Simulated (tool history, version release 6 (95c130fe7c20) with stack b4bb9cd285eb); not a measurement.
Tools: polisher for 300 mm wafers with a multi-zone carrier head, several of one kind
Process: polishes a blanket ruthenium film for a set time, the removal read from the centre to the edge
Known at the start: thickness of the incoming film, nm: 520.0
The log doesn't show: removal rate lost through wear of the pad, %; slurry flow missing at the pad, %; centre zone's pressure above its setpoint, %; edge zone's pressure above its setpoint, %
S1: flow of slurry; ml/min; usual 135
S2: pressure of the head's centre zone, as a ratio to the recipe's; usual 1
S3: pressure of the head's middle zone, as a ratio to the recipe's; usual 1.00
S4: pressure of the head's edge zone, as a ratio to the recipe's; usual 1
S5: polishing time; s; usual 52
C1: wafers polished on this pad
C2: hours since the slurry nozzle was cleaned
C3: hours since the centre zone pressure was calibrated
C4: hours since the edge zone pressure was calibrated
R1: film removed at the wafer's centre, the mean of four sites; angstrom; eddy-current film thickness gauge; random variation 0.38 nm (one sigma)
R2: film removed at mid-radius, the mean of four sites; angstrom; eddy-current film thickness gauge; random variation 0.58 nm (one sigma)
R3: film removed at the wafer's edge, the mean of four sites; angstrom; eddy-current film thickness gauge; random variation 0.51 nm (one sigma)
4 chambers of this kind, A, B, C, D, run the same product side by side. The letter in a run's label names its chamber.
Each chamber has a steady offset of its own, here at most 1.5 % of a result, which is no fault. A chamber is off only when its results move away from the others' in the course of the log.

run 1D hour=8.3 | S1=135 S2=1 S3=1.00 S4=1 S5=52 | C1=1318 C2=194.1 C3=117.8 C4=329.5 | R1=391.90 R2=392.66 R3=393.78
run 2C hour=15.4 | S1=135 S2=1 S3=1.00 S4=1 S5=52 | C1=1522 C2=226.9 C3=253.9 C4=601.6 | R1=396.01 R2=387.95 R3=383.27
-- hour=22.4 chamber C: worn pad replaced by a new one
run 3B hour=22.5 | S1=135 S2=1 S3=1.00 S4=1 S5=52 | C1=646 C2=353.3 C3=694.5 C4=403.0 | R1=388.13 R2=392.89 R3=397.84
-- hour=33.2 chamber D: worn pad replaced by a new one
run 4A hour=36.0 | S1=135 S2=1 S3=1.00 S4=1 S5=52 | C1=475 C2=44.9 C3=491.6 C4=585.2 | R1=400.21 R2=390.95 R3=395.28
-- hour=36.2 chamber B: worn pad replaced by a new one
run 5B hour=45.8 | S1=135 S2=1 S3=1.07 S4=1 S5=35 | C1=83 C2=376.6 C3=717.8 C4=426.3 | R1=267.76 R2=285.53 R3=268.48
run 6C hour=55.6 | S1=135 S2=1 S3=1.07 S4=1 S5=35 | C1=289 C2=267.1 C3=294.1 C4=641.8 | R1=268.19 R2=282.94 R3=262.61
-- hour=60.4 chamber C: slurry nozzle cleaned
run 7A hour=67.3 | S1=135 S2=1 S3=1.07 S4=1 S5=35 | C1=747 C2=76.2 C3=522.9 C4=616.5 | R1=264.41 R2=278.83 R3=263.50
run 8D hour=76.7 | S1=135 S2=1 S3=1.07 S4=1 S5=35 | C1=378 C2=262.5 C3=186.2 C4=397.9 | R1=267.64 R2=286.84 R3=268.73
run 9C hour=85.4 | S1=135 S2=1 S3=1.00 S4=1 S5=52 | C1=548 C2=25.0 C3=323.9 C4=671.6 | R1=396.48 R2=386.95 R3=390.08
-- hour=86.6 chamber A: worn pad replaced by a new one
run 10B hour=94.6 | S1=135 S2=1 S3=1.00 S4=1 S5=38 | C1=508 C2=425.4 C3=766.6 C4=475.1 | R1=283.73 R2=286.96 R3=296.33
run 11D hour=109.8 | S1=135 S2=1 S3=1.00 S4=1 S5=38 | C1=666 C2=295.6 C3=219.3 C4=431.0 | R1=283.45 R2=285.90 R3=291.11
run 12A hour=118.3 | S1=135 S2=1 S3=1.00 S4=1 S5=38 | C1=276 C2=127.2 C3=573.9 C4=667.5 | R1=293.27 R2=285.90 R3=287.45
-- hour=123.4 chamber B: worn pad replaced by a new one
run 13C hour=130.1 | S1=135 S2=1 S3=1.00 S4=1 S5=38 | C1=937 C2=69.7 C3=368.6 C4=716.3 | R1=294.91 R2=285.67 R3=287.62
run 14D hour=145.8 | S1=135 S2=1 S3=1.00 S4=1 S5=52 | C1=979 C2=331.6 C3=255.3 C4=467.0 | R1=397.89 R2=396.39 R3=391.46
run 15B hour=160.7 | S1=135 S2=1 S3=1.00 S4=1 S5=52 | C1=324 C2=491.5 C3=832.7 C4=541.2 | R1=389.59 R2=397.06 R3=399.93
-- hour=166.1 chamber C: worn pad replaced by a new one
run 16A hour=171.2 | S1=135 S2=1 S3=1.00 S4=1 S5=52 | C1=736 C2=180.1 C3=626.8 C4=720.4 | R1=393.22 R2=393.18 R3=398.55
run 17A hour=183.9 | S1=135 S2=1 S3=1.00 S4=1 S5=52 | C1=846 C2=192.8 C3=639.5 C4=733.1 | R1=394.51 R2=396.37 R3=391.24
-- hour=186.7 chamber A: worn pad replaced by a new one
run 18B hour=192.0 | S1=135 S2=1 S3=1.00 S4=1 S5=52 | C1=597 C2=522.8 C3=864.0 C4=572.5 | R1=386.07 R2=389.67 R3=394.89
-- hour=194.0 chamber B: centre zone pressure recalibrated
run 19C hour=204.7 | S1=135 S2=1 S3=1.00 S4=1 S5=52 | C1=336 C2=144.3 C3=443.2 C4=790.9 | R1=398.30 R2=384.99 R3=387.33
-- hour=209.6 chamber B: worn pad replaced by a new one
run 20D hour=218.5 | S1=135 S2=1 S3=1.00 S4=1 S5=52 | C1=1611 C2=404.3 C3=328.0 C4=539.7 | R1=394.24 R2=389.15 R3=388.46
-- hour=221.7 chamber D: worn pad replaced by a new one
-- hour=224.7 chamber B: slurry nozzle cleaned
run 21B hour=228.2 | S1=135 S2=1 S3=1.00 S4=1 S5=52 | C1=161 C2=3.5 C3=34.3 C4=608.7 | R1=398.85 R2=381.42 R3=391.35
run 22A hour=242.5 | S1=135 S2=1 S3=1.00 S4=1 S5=52 | C1=485 C2=251.4 C3=698.1 C4=791.7 | R1=399.83 R2=397.66 R3=399.23
-- hour=244.3 chamber A: edge zone pressure recalibrated
run 23C hour=250.1 | S1=135 S2=1 S3=1.00 S4=1 S5=52 | C1=731 C2=189.7 C3=488.6 C4=836.3 | R1=396.16 R2=390.22 R3=392.83
run 24D hour=261.7 | S1=135 S2=1 S3=1.00 S4=1 S5=52 | C1=348 C2=447.5 C3=371.2 C4=582.9 | R1=389.06 R2=383.77 R3=397.52
run 25B hour=269.3 | S1=135 S2=1 S3=1.00 S4=1 S5=52 | C1=519 C2=44.6 C3=75.4 C4=649.8 | R1=387.80 R2=388.73 R3=404.33
-- hour=275.0 chamber A: worn pad replaced by a new one
run 26D hour=280.4 | S1=135 S2=1 S3=1.00 S4=1 S5=52 | C1=510 C2=466.2 C3=389.9 C4=601.6 | R1=384.57 R2=404.01 R3=394.86
-- hour=291.6 chamber A: centre zone pressure recalibrated
run 27C hour=295.5 | S1=135 S2=1 S3=0.96 S4=1 S5=39 | C1=1126 C2=235.1 C3=534.0 C4=881.7 | R1=300.82 R2=279.85 R3=292.92
run 28A hour=306.2 | S1=135 S2=1 S3=0.96 S4=1 S5=39 | C1=271 C2=315.1 C3=14.7 C4=61.9 | R1=296.22 R2=287.76 R3=293.72

All 4 chambers run these settings next. Forecast each chamber's results:
run 29A hour=317.5 | S1=135 S2=1 S3=1.00 S4=1 S5=52 | R1=? R2=? R3=?
run 29B hour=317.5 | S1=135 S2=1 S3=1.00 S4=1 S5=52 | R1=? R2=? R3=?
run 29C hour=317.5 | S1=135 S2=1 S3=1.00 S4=1 S5=52 | R1=? R2=? R3=?
run 29D hour=317.5 | S1=135 S2=1 S3=1.00 S4=1 S5=52 | R1=? R2=? R3=?

run=29A R1=396.59 R2=396.33 R3=390.00
run=29B R1=386.97 R2=387.60 R3=412.45
run=29C R1=398.43 R2=397.92 R3=388.65
run=29D R1=394.23 R2=392.22 R3=396.23
